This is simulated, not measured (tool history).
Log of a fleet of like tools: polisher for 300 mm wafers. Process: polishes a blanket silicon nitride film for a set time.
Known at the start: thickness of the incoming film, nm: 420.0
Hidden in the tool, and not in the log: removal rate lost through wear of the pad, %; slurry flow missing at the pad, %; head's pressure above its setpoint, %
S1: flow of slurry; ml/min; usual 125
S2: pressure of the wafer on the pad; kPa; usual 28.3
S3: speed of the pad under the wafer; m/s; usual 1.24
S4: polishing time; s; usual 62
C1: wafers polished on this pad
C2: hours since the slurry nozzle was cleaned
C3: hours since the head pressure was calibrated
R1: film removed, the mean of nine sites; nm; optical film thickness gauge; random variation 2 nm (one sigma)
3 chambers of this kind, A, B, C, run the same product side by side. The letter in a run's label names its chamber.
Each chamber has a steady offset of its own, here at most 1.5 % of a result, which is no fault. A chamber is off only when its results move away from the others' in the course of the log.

Run 1C, hour 14.9: usual settings; C1 726; C2 24.9; C3 419.4. Result: R1 168.29 nm.
Run 2B, hour 25.9: usual settings; C1 459; C2 306.2; C3 111.1. Result: R1 168.75 nm.
At hour 31.9: chamber B: worn pad replaced by a new one.
Run 3A, hour 39.3: usual settings; C1 452; C2 289.7; C3 714.7. Result: R1 169.73 nm.
At hour 50.1: chamber C: worn pad replaced by a new one.
Run 4A, hour 50.8: usual settings; C1 575; C2 301.2; C3 726.2. Result: R1 171.92 nm.
Run 5B, hour 61.2: usual settings; C1 315; C2 341.5; C3 146.4. Result: R1 169.44 nm.
Run 6C, hour 70.6: usual settings but S4 69 s; C1 220; C2 80.6; C3 475.1. Result: R1 192.76 nm.
At hour 80.5: chamber B: worn pad replaced by a new one.
Run 7C, hour 83.4: usual settings but S4 69 s; C1 357; C2 93.4; C3 487.9. Result: R1 189.53 nm.
Run 8A, hour 93.3: usual settings but S4 69 s; C1 1031; C2 343.7; C3 768.7. Result: R1 190.75 nm.
Run 9B, hour 105.7: usual settings; C1 270; C2 386; C3 190.9. Result: R1 169.52 nm.
At hour 119.5: chamber A: worn pad replaced by a new one.
Run 10C, hour 120.7: usual settings; C1 758; C2 130.7; C3 525.2. Result: R1 172.01 nm.
Run 11B, hour 134.3: usual settings; C1 577; C2 414.6; C3 219.5. Result: R1 171.18 nm.
At hour 134.6: chamber B: worn pad replaced by a new one.
At hour 141.5: chamber C: worn pad replaced by a new one.
Run 12A, hour 146.1: usual settings but S3 1.42 m/s, S4 53 s; C1 286; C2 396.5; C3 821.5. Result: R1 165.19 nm.
Run 13B, hour 155.7: usual settings but S3 1.42 m/s, S4 53 s; C1 226; C2 436; C3 240.9. Result: R1 161.58 nm.
Run 14C, hour 165.9: usual settings but S3 1.42 m/s, S4 53 s; C1 262; C2 175.9; C3 570.4. Result: R1 161.44 nm.
Run 15A, hour 174.5: usual settings; C1 590; C2 424.9; C3 849.9. Result: R1 174.42 nm.
At hour 179.5: chamber B: worn pad replaced by a new one.
Run 16C, hour 188.8: usual settings; C1 507; C2 198.8; C3 593.3. Result: R1 172.25 nm.
Run 17B, hour 203.8: usual settings; C1 261; C2 484.1; C3 289. Result: R1 169.27 nm.
Run 18A, hour 214.4: usual settings but S4 74 s; C1 1019; C2 464.8; C3 889.8. Result: R1 213.01 nm.
At hour 219.3: chamber B: slurry nozzle cleaned.
Run 19A, hour 222.9: usual settings but S4 74 s; C1 1110; C2 473.3; C3 898.3. Result: R1 213.23 nm.
At hour 225.2: chamber B: worn pad replaced by a new one.
At hour 230.4: chamber C: worn pad replaced by a new one.
Run 20B, hour 234.8: usual settings but S4 74 s; C1 104; C2 15.5; C3 320. Result: R1 206.72 nm.
Run 21C, hour 249.6: usual settings; C1 206; C2 259.6; C3 654.1. Result: R1 170.36 nm.
Run 22C, hour 258: usual settings; C1 296; C2 268; C3 662.5. Result: R1 168.69 nm.

All 3 chambers run these settings next. Forecast each chamber's results:
Run 23A, hour 269: usual settings. Result: R1 ?.
Run 23B, hour 269: usual settings. Result: R1 ?.
Run 23C, hour 269: usual settings. Result: R1 ?.

run      R1
23A  179.99
23B   173.6
23C  170.31

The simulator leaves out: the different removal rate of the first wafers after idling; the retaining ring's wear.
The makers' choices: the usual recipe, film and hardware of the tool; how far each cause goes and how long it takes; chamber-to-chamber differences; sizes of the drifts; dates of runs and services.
